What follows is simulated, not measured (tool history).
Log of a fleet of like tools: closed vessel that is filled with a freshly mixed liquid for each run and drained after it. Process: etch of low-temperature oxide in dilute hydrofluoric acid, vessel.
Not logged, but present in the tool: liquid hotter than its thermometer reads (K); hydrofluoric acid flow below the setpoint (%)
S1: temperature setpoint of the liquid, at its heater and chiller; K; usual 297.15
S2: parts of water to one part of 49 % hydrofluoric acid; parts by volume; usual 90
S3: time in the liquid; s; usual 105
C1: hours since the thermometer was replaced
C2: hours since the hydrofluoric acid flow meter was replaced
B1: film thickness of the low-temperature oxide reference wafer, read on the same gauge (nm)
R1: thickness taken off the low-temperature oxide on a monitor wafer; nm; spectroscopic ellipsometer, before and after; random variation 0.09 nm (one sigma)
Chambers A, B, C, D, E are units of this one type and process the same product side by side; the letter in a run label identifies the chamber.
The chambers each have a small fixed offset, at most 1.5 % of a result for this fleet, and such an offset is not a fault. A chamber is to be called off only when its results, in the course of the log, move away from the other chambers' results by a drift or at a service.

run,day,S1,S2,S3,C1,C2,B1,R1
# day 0.254: chamber C: hydrofluoric acid flow meter replaced
1A,0.392,297.15,90,105,1010.9,597.3,110.02,21.914
2B,0.754,297.15,90,105,271.4,1059.0,109.99,21.750
3E,1.154,297.15,90,105,1037.6,963.9,109.99,21.590
# day 1.517: chamber A: hydrofluoric acid flow meter replaced
4C,1.625,297.15,90,105,572.0,32.9,110.00,21.521
5D,2.000,297.15,90,105,206.1,609.9,109.99,21.666
6A,2.392,297.15,90,105,1058.9,21.1,109.99,22.032
# day 2.592: chamber A: thermometer replaced
7D,2.742,297.15,90,105,223.9,627.7,110.00,21.589
8B,3.088,297.15,90,105,327.4,1115.0,109.98,21.834
9C,3.588,297.15,90,105,619.1,80.0,110.00,21.464
10E,3.850,297.15,90,105,1102.3,1028.6,110.01,21.593
11B,4.354,297.15,90,105,357.8,1145.4,110.02,22.024
12A,4.746,297.15,90,105,51.7,77.6,110.00,21.702
13C,5.050,297.15,90,105,654.2,115.1,109.98,21.373
14D,5.404,297.15,90,105,287.8,691.6,110.00,21.507
# day 5.421: chamber B: hydrofluoric acid flow meter replaced
15E,5.917,297.15,90,105,1151.9,1078.2,110.00,21.647
16D,6.279,297.15,90,105,308.8,712.6,110.00,21.418
17B,6.558,297.15,90,105,410.7,27.4,110.02,21.893
18C,6.938,297.15,90,105,699.5,160.4,110.00,21.467
19A,7.317,293.15,90,105,113.4,139.3,110.00,18.361
20E,7.862,293.15,90,105,1198.6,1124.9,109.99,18.321
21C,8.304,293.15,90,105,732.3,193.2,110.01,18.206
22D,8.612,293.15,90,105,364.8,768.6,110.00,18.069
23E,9.021,293.15,90,105,1226.4,1152.7,109.99,18.274
24A,9.571,297.15,90,50,167.5,193.4,110.03,10.426
25B,9.946,297.15,90,50,492.0,108.7,110.00,10.480
26B,10.333,297.15,90,50,501.3,118.0,110.01,10.411
# day 10.438: chamber C: thermometer replaced
# day 10.546: chamber E: hydrofluoric acid flow meter replaced
27C,10.808,297.15,90,50,9.0,253.3,109.99,10.312
28D,11.100,297.15,90,50,424.5,828.3,110.02,10.003
29E,11.500,297.15,90,105,1285.9,23.0,110.01,21.607
30A,11.946,297.15,90,105,224.5,250.4,110.01,21.956
31C,12.325,297.15,90,105,45.4,289.7,110.00,21.655
32A,12.592,297.15,90,105,240.0,265.9,109.99,21.738
33D,13.129,297.15,90,105,473.2,877.0,109.99,20.934
34E,13.654,297.15,90,105,1337.6,74.7,109.99,21.690
35B,14.017,297.15,90,105,589.7,206.4,109.99,21.785
36B,14.533,297.15,90,105,602.1,218.8,110.00,22.081
37A,14.779,297.15,90,105,292.5,318.4,110.02,21.768
38D,15.158,297.15,90,105,521.9,925.7,110.00,20.793
39E,15.629,297.15,90,105,1385.0,122.1,110.00,21.599
40C,16.083,297.15,90,105,135.6,379.9,109.99,21.336
41E,16.600,297.15,90,105,1408.3,145.4,110.02,21.583

Has any chamber moved away from the others, gradually or after a service, or does the common gauge drift, or do the chambers differ only by their own small steady offsets? State the chamber and the most likely cause if one applies.

Little by little, chamber D moves away from the other chambers.
Likeliest cause: hydrofluoric acid flow below the setpoint (%) = 3.66.
The log may not tell that from: liquid colder than its thermometer reads (K).

Below are 4 candidate recipes for chamber D's next run, each the usual settings with a change, their results shown as question marks. Which of them brings D's results back in line with what the other chambers give on the usual settings?
In-line tolerance around the mean of the other chambers on the usual settings: R1 0.320 nm
42D-1,17.008,296.15,90,105,,,,?
42D-2,17.008,297.65,90,105,,,,?
42D-3,17.008,297.15,90,110,,,,?
42D-4,17.008,296.65,90,105,,,,?

The other chambers' mean on the usual settings: R1 21.731 nm
run,R1
42D-1,19.919
42D-2,21.147
42D-3,21.719
42D-4,20.322
With 42D-3, the chamber falls back in line with the rest.

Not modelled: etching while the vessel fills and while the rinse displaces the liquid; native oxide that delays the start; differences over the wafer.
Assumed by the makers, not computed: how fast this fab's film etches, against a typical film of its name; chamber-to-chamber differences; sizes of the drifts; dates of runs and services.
